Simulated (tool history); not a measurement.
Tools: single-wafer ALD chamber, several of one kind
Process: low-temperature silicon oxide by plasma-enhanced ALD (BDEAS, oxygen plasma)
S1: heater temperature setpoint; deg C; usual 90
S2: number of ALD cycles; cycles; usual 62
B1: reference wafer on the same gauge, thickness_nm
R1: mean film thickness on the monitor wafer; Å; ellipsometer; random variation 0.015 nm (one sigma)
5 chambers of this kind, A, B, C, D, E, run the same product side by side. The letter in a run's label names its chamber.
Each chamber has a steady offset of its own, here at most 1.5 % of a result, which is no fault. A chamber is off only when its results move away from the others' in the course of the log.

{"run": "1A", "hour": 3.5, "S1": 90, "S2": 62, "B1": 7.3753, "R1": 91.936}
{"run": "2B", "hour": 6.3, "S1": 90, "S2": 62, "B1": 7.3722, "R1": 90.676}
{"run": "3E", "hour": 10.0, "S1": 90, "S2": 62, "B1": 7.3709, "R1": 92.033}
{"run": "4D", "hour": 12.7, "S1": 90, "S2": 62, "B1": 7.3759, "R1": 91.654}
{"run": "5C", "hour": 14.6, "S1": 90, "S2": 62, "B1": 7.3783, "R1": 92.332}
{"run": "6B", "hour": 17.8, "S1": 90, "S2": 62, "B1": 7.374, "R1": 90.421}
{"run": "7D", "hour": 21.0, "S1": 90, "S2": 62, "B1": 7.3802, "R1": 91.486}
{"run": "8A", "hour": 23.4, "S1": 76, "S2": 62, "B1": 7.3773, "R1": 96.117}
{"run": "9E", "hour": 27.2, "S1": 76, "S2": 62, "B1": 7.3811, "R1": 96.582}
{"run": "10C", "hour": 30.3, "S1": 76, "S2": 62, "B1": 7.3824, "R1": 97.283}
{"run": "11A", "hour": 32.2, "S1": 76, "S2": 62, "B1": 7.3821, "R1": 96.408}
{"run": "12B", "hour": 35.6, "S1": 76, "S2": 62, "B1": 7.3834, "R1": 95.412}
{"run": "13C", "hour": 39.8, "S1": 90, "S2": 62, "B1": 7.3852, "R1": 92.516}
{"run": "14E", "hour": 42.7, "S1": 90, "S2": 62, "B1": 7.39, "R1": 91.763}
{"run": "15D", "hour": 44.7, "S1": 90, "S2": 62, "B1": 7.3844, "R1": 91.691}
{"run": "16D", "hour": 46.8, "S1": 90, "S2": 62, "B1": 7.3892, "R1": 91.793}
{"run": "17A", "hour": 49.6, "S1": 95, "S2": 62, "B1": 7.3887, "R1": 90.068}
{"run": "18C", "hour": 51.5, "S1": 95, "S2": 62, "B1": 7.3877, "R1": 90.883}
{"run": "19E", "hour": 53.4, "S1": 95, "S2": 62, "B1": 7.3889, "R1": 90.462}
{"run": "20B", "hour": 56.6, "S1": 95, "S2": 62, "B1": 7.3913, "R1": 89.035}
{"run": "21B", "hour": 60.5, "S1": 95, "S2": 62, "B1": 7.3933, "R1": 89.235}
{"run": "22A", "hour": 64.2, "S1": 90, "S2": 62, "B1": 7.3948, "R1": 91.89}
{"run": "23E", "hour": 66.8, "S1": 90, "S2": 62, "B1": 7.3956, "R1": 92.28}
{"run": "24C", "hour": 69.9, "S1": 90, "S2": 62, "B1": 7.3952, "R1": 92.654}
{"run": "25D", "hour": 72.9, "S1": 102, "S2": 70, "B1": 7.3947, "R1": 99.761}
{"run": "26E", "hour": 74.8, "S1": 102, "S2": 70, "B1": 7.3945, "R1": 100.1}
{"run": "27D", "hour": 78.9, "S1": 102, "S2": 70, "B1": 7.3995, "R1": 99.732}
{"run": "28C", "hour": 81.0, "S1": 102, "S2": 70, "B1": 7.3989, "R1": 100.71}
{"run": "29A", "hour": 83.7, "S1": 102, "S2": 70, "B1": 7.4006, "R1": 99.468}
{"run": "30B", "hour": 85.7, "S1": 90, "S2": 62, "B1": 7.402, "R1": 90.857}
{"run": "31D", "hour": 88.3, "S1": 90, "S2": 62, "B1": 7.4041, "R1": 91.951}
{"run": "32C", "hour": 92.0, "S1": 90, "S2": 62, "B1": 7.4072, "R1": 92.802}
{"run": "33B", "hour": 95.4, "S1": 90, "S2": 62, "B1": 7.4017, "R1": 90.892}
{"run": "34A", "hour": 99.6, "S1": 90, "S2": 62, "B1": 7.4065, "R1": 91.818}
{"run": "35E", "hour": 102.0, "S1": 103, "S2": 54, "B1": 7.406, "R1": 77.568}
{"run": "36C", "hour": 105.4, "S1": 103, "S2": 54, "B1": 7.4085, "R1": 77.667}
{"run": "37A", "hour": 108.0, "S1": 103, "S2": 54, "B1": 7.4129, "R1": 77.076}
{"run": "38D", "hour": 111.2, "S1": 103, "S2": 54, "B1": 7.4111, "R1": 76.669}
{"run": "39B", "hour": 113.5, "S1": 103, "S2": 54, "B1": 7.4138, "R1": 76.14}
{"run": "40E", "hour": 117.2, "S1": 90, "S2": 62, "B1": 7.4132, "R1": 92.512}
{"run": "41B", "hour": 119.7, "S1": 101, "S2": 68, "B1": 7.4149, "R1": 96.027}
{"run": "42C", "hour": 121.7, "S1": 101, "S2": 68, "B1": 7.4134, "R1": 98.351}
{"run": "43A", "hour": 123.8, "S1": 101, "S2": 68, "B1": 7.417, "R1": 97.27}
{"run": "44D", "hour": 127.9, "S1": 101, "S2": 68, "B1": 7.4193, "R1": 96.778}

All 5 chambers run these settings next. Forecast each chamber's results:
{"run": "45A", "hour": 131.0, "S1": 90, "S2": 62, "R1": "?"}
{"run": "45B", "hour": 131.0, "S1": 90, "S2": 62, "R1": "?"}
{"run": "45C", "hour": 131.0, "S1": 90, "S2": 62, "R1": "?"}
{"run": "45D", "hour": 131.0, "S1": 90, "S2": 62, "R1": "?"}
{"run": "45E", "hour": 131.0, "S1": 90, "S2": 62, "R1": "?"}

run=45A R1=92.037
run=45B R1=91.181
run=45C R1=93.126
run=45D R1=92.005
run=45E R1=92.693
